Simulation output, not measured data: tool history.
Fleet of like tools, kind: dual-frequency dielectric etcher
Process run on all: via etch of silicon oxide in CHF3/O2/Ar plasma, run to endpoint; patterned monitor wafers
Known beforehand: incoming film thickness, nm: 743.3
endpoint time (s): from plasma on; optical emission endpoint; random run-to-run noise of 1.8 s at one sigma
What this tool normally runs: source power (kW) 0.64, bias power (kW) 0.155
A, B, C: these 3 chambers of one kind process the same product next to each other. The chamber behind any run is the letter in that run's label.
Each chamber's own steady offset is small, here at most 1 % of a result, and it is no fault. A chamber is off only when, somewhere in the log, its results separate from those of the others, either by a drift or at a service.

{"run": "1B", "day": 0.35, "source power (kW)": 0.64, "bias power (kW)": 0.155, "endpoint time (s)": 381.62}
{"run": "2C", "day": 0.779, "source power (kW)": 0.64, "bias power (kW)": 0.155, "endpoint time (s)": 389.38}
{"run": "3A", "day": 1.096, "source power (kW)": 0.64, "bias power (kW)": 0.155, "endpoint time (s)": 382.03}
{"run": "4B", "day": 1.346, "source power (kW)": 0.64, "bias power (kW)": 0.155, "endpoint time (s)": 385.65}
{"run": "5C", "day": 1.762, "source power (kW)": 0.64, "bias power (kW)": 0.155, "endpoint time (s)": 387.45}
{"run": "6A", "day": 2.15, "source power (kW)": 0.51, "bias power (kW)": 0.121, "endpoint time (s)": 453.23}
{"run": "7B", "day": 2.488, "source power (kW)": 0.51, "bias power (kW)": 0.121, "endpoint time (s)": 451.38}
{"run": "8A", "day": 2.858, "source power (kW)": 0.51, "bias power (kW)": 0.121, "endpoint time (s)": 449.34}
{"day": 2.933, "done": "chamber B: source power generator calibrated"}
{"run": "9C", "day": 3.071, "source power (kW)": 0.64, "bias power (kW)": 0.155, "endpoint time (s)": 389.75}
{"run": "10C", "day": 3.529, "source power (kW)": 0.64, "bias power (kW)": 0.155, "endpoint time (s)": 383.53}
{"run": "11B", "day": 3.729, "source power (kW)": 0.64, "bias power (kW)": 0.155, "endpoint time (s)": 382.61}
{"run": "12A", "day": 3.996, "source power (kW)": 0.64, "bias power (kW)": 0.155, "endpoint time (s)": 386.24}
{"run": "13C", "day": 4.342, "source power (kW)": 0.76, "bias power (kW)": 0.155, "endpoint time (s)": 366.78}
{"run": "14B", "day": 4.658, "source power (kW)": 0.76, "bias power (kW)": 0.155, "endpoint time (s)": 362.38}
{"run": "15A", "day": 5.004, "source power (kW)": 0.76, "bias power (kW)": 0.155, "endpoint time (s)": 357.5}
{"run": "16A", "day": 5.283, "source power (kW)": 0.64, "bias power (kW)": 0.155, "endpoint time (s)": 381.97}
{"run": "17B", "day": 5.717, "source power (kW)": 0.64, "bias power (kW)": 0.155, "endpoint time (s)": 383.32}
{"run": "18C", "day": 6.029, "source power (kW)": 0.64, "bias power (kW)": 0.155, "endpoint time (s)": 396.84}
{"run": "19C", "day": 6.379, "source power (kW)": 0.64, "bias power (kW)": 0.155, "endpoint time (s)": 395.32}
{"run": "20B", "day": 6.758, "source power (kW)": 0.64, "bias power (kW)": 0.155, "endpoint time (s)": 384.06}
{"run": "21A", "day": 6.971, "source power (kW)": 0.69, "bias power (kW)": 0.168, "endpoint time (s)": 361.01}
{"day": 6.988, "done": "chamber C: source power generator calibrated"}
{"run": "22C", "day": 7.208, "source power (kW)": 0.69, "bias power (kW)": 0.168, "endpoint time (s)": 376.57}
{"run": "23B", "day": 7.504, "source power (kW)": 0.69, "bias power (kW)": 0.168, "endpoint time (s)": 365.28}
{"run": "24A", "day": 7.879, "source power (kW)": 0.49, "bias power (kW)": 0.155, "endpoint time (s)": 423.83}
{"run": "25C", "day": 8.104, "source power (kW)": 0.49, "bias power (kW)": 0.155, "endpoint time (s)": 444.48}
{"run": "26B", "day": 8.342, "source power (kW)": 0.49, "bias power (kW)": 0.155, "endpoint time (s)": 421.96}

All chambers now run identical settings, listed one chamber a line with results as question marks. What results will each chamber show?
{"run": "27A", "day": 8.671, "source power (kW)": 0.64, "bias power (kW)": 0.155, "endpoint time (s)": "?"}
{"run": "27B", "day": 8.671, "source power (kW)": 0.64, "bias power (kW)": 0.155, "endpoint time (s)": "?"}
{"run": "27C", "day": 8.671, "source power (kW)": 0.64, "bias power (kW)": 0.155, "endpoint time (s)": "?"}

run=27A endpoint_time_(s)=380.62
run=27B endpoint_time_(s)=383.97
run=27C endpoint_time_(s)=401.39
